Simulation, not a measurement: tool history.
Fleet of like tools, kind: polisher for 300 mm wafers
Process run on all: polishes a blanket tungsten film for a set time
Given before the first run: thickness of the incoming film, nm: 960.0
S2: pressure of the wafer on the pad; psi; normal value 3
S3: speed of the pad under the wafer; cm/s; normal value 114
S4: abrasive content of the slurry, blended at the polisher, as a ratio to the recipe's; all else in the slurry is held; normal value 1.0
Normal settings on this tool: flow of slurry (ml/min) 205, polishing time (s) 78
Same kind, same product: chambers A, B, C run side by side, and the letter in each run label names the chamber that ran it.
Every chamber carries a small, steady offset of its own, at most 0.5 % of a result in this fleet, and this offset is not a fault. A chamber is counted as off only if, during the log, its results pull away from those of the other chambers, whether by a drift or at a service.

run 1A hour=6.5 | flow_of_slurry_(ml/min)=205 S2=3 S3=114 S4=1.0 polishing_time_(s)=78 | film_removed_(angstrom)=3078.6
run 2C hour=15.8 | flow_of_slurry_(ml/min)=205 S2=3 S3=114 S4=1.0 polishing_time_(s)=78 | film_removed_(angstrom)=3026.4
-- hour=16.8 chamber B: slurry blender recalibrated
run 3B hour=23.6 | flow_of_slurry_(ml/min)=205 S2=3 S3=114 S4=1.0 polishing_time_(s)=78 | film_removed_(angstrom)=3012.1
-- hour=24.5 chamber A: worn pad replaced by a new one
run 4B hour=31.7 | flow_of_slurry_(ml/min)=205 S2=3 S3=114 S4=1.0 polishing_time_(s)=78 | film_removed_(angstrom)=3101.8
run 5C hour=40.1 | flow_of_slurry_(ml/min)=205 S2=3 S3=114 S4=1.0 polishing_time_(s)=78 | film_removed_(angstrom)=3006.7
-- hour=43.3 chamber A: slurry tank refilled with fresh slurry and peroxide
run 6A hour=53.4 | flow_of_slurry_(ml/min)=205 S2=3 S3=114 S4=1.0 polishing_time_(s)=78 | film_removed_(angstrom)=2967.9
run 7C hour=63.6 | flow_of_slurry_(ml/min)=205 S2=3 S3=114 S4=1.0 polishing_time_(s)=78 | film_removed_(angstrom)=3060.9
-- hour=69.0 chamber C: slurry tank refilled with fresh slurry and peroxide
run 8A hour=76.8 | flow_of_slurry_(ml/min)=205 S2=3 S3=114 S4=1.0 polishing_time_(s)=78 | film_removed_(angstrom)=3106.7
run 9B hour=87.6 | flow_of_slurry_(ml/min)=205 S2=3 S3=114 S4=1.0 polishing_time_(s)=78 | film_removed_(angstrom)=3097.2
-- hour=91.5 chamber B: worn pad replaced by a new one
-- hour=95.2 chamber C: worn pad replaced by a new one
run 10C hour=95.2 | flow_of_slurry_(ml/min)=205 S2=3 S3=114 S4=1.0 polishing_time_(s)=78 | film_removed_(angstrom)=2983.3
run 11B hour=105.8 | flow_of_slurry_(ml/min)=205 S2=3 S3=114 S4=1.0 polishing_time_(s)=78 | film_removed_(angstrom)=3004.3
-- hour=105.9 chamber A: slurry tank refilled with fresh slurry and peroxide
-- hour=112.0 chamber A: worn pad replaced by a new one
run 12A hour=116.2 | flow_of_slurry_(ml/min)=205 S2=3 S3=114 S4=1.0 polishing_time_(s)=78 | film_removed_(angstrom)=2977.4
run 13C hour=124.0 | flow_of_slurry_(ml/min)=205 S2=3 S3=114 S4=1.0 polishing_time_(s)=78 | film_removed_(angstrom)=2942.4
-- hour=135.0 chamber B: slurry tank refilled with fresh slurry and peroxide
run 14B hour=137.7 | flow_of_slurry_(ml/min)=205 S2=3 S3=114 S4=1.0 polishing_time_(s)=78 | film_removed_(angstrom)=3089.7
-- hour=144.9 chamber C: slurry blender recalibrated
run 15A hour=145.0 | flow_of_slurry_(ml/min)=205 S2=3 S3=114 S4=1.0 polishing_time_(s)=78 | film_removed_(angstrom)=3068.0
run 16A hour=155.9 | flow_of_slurry_(ml/min)=205 S2=3 S3=114 S4=1.0 polishing_time_(s)=78 | film_removed_(angstrom)=3002.6
-- hour=157.5 chamber C: slurry tank refilled with fresh slurry and peroxide
run 17C hour=165.0 | flow_of_slurry_(ml/min)=205 S2=3 S3=114 S4=1.0 polishing_time_(s)=78 | film_removed_(angstrom)=2967.6
-- hour=174.4 chamber A: slurry tank refilled with fresh slurry and peroxide
run 18B hour=176.9 | flow_of_slurry_(ml/min)=205 S2=3 S3=114 S4=0.8 polishing_time_(s)=78 | film_removed_(angstrom)=2858.1
-- hour=177.5 chamber A: slurry blender recalibrated
run 19C hour=183.1 | flow_of_slurry_(ml/min)=205 S2=3 S3=114 S4=0.8 polishing_time_(s)=78 | film_removed_(angstrom)=2899.3
run 20B hour=192.0 | flow_of_slurry_(ml/min)=205 S2=3 S3=114 S4=0.8 polishing_time_(s)=78 | film_removed_(angstrom)=2820.6
run 21A hour=202.4 | flow_of_slurry_(ml/min)=205 S2=3 S3=114 S4=1.0 polishing_time_(s)=78 | film_removed_(angstrom)=3049.5
-- hour=208.4 chamber C: worn pad replaced by a new one
-- hour=208.7 chamber A: worn pad replaced by a new one
run 22C hour=210.9 | flow_of_slurry_(ml/min)=205 S2=3 S3=114 S4=1.0 polishing_time_(s)=78 | film_removed_(angstrom)=3005.5
run 23B hour=223.9 | flow_of_slurry_(ml/min)=205 S2=3 S3=114 S4=1.0 polishing_time_(s)=78 | film_removed_(angstrom)=2965.6
-- hour=236.7 chamber A: slurry tank refilled with fresh slurry and peroxide
-- hour=237.7 chamber C: slurry tank refilled with fresh slurry and peroxide
run 24A hour=237.8 | flow_of_slurry_(ml/min)=205 S2=3 S3=114 S4=1.0 polishing_time_(s)=78 | film_removed_(angstrom)=3055.4
-- hour=244.2 chamber B: worn pad replaced by a new one
run 25A hour=247.9 | flow_of_slurry_(ml/min)=205 S2=3 S3=114 S4=1.0 polishing_time_(s)=78 | film_removed_(angstrom)=2999.8
-- hour=254.1 chamber B: slurry blender recalibrated
run 26B hour=258.7 | flow_of_slurry_(ml/min)=205 S2=3 S3=114 S4=1.0 polishing_time_(s)=78 | film_removed_(angstrom)=3042.9
run 27C hour=272.0 | flow_of_slurry_(ml/min)=205 S2=3 S3=114 S4=1.0 polishing_time_(s)=78 | film_removed_(angstrom)=3014.8
run 28B hour=281.2 | flow_of_slurry_(ml/min)=205 S2=3 S3=114 S4=1.0 polishing_time_(s)=78 | film_removed_(angstrom)=3069.3
-- hour=283.6 chamber A: worn pad replaced by a new one
run 29A hour=293.3 | flow_of_slurry_(ml/min)=205 S2=3 S3=114 S4=1.0 polishing_time_(s)=78 | film_removed_(angstrom)=3012.7
run 30C hour=301.2 | flow_of_slurry_(ml/min)=205 S2=3 S3=114 S4=1.0 polishing_time_(s)=78 | film_removed_(angstrom)=2973.9
-- hour=303.9 chamber B: slurry nozzle cleaned
run 31A hour=311.4 | flow_of_slurry_(ml/min)=205 S2=3 S3=114 S4=1.0 polishing_time_(s)=78 | film_removed_(angstrom)=3043.6
-- hour=312.9 chamber A: slurry tank refilled with fresh slurry and peroxide
-- hour=313.0 chamber C: worn pad replaced by a new one
-- hour=320.5 chamber B: slurry tank refilled with fresh slurry and peroxide
run 32B hour=322.5 | flow_of_slurry_(ml/min)=205 S2=3 S3=114 S4=1.0 polishing_time_(s)=78 | film_removed_(angstrom)=2957.4
-- hour=328.6 chamber C: slurry tank refilled with fresh slurry and peroxide
run 33C hour=329.4 | flow_of_slurry_(ml/min)=205 S2=3 S3=114 S4=1.0 polishing_time_(s)=78 | film_removed_(angstrom)=3004.3
run 34B hour=335.8 | flow_of_slurry_(ml/min)=205 S2=3 S3=114 S4=1.0 polishing_time_(s)=78 | film_removed_(angstrom)=3014.4
run 35C hour=342.2 | flow_of_slurry_(ml/min)=205 S2=3 S3=114 S4=1.0 polishing_time_(s)=78 | film_removed_(angstrom)=3061.1
run 36A hour=352.3 | flow_of_slurry_(ml/min)=205 S2=3 S3=82 S4=0.9 polishing_time_(s)=78 | film_removed_(angstrom)=2166.3
run 37C hour=361.9 | flow_of_slurry_(ml/min)=205 S2=3 S3=82 S4=0.9 polishing_time_(s)=78 | film_removed_(angstrom)=2074.4

What goes on in this fleet: one chamber off, a drifting gauge, or nothing beyond the chambers' own small offsets? Name the chamber and the cause, if any.

Neither any chamber nor the gauge drifts; the chambers differ only by their own small, steady offsets.
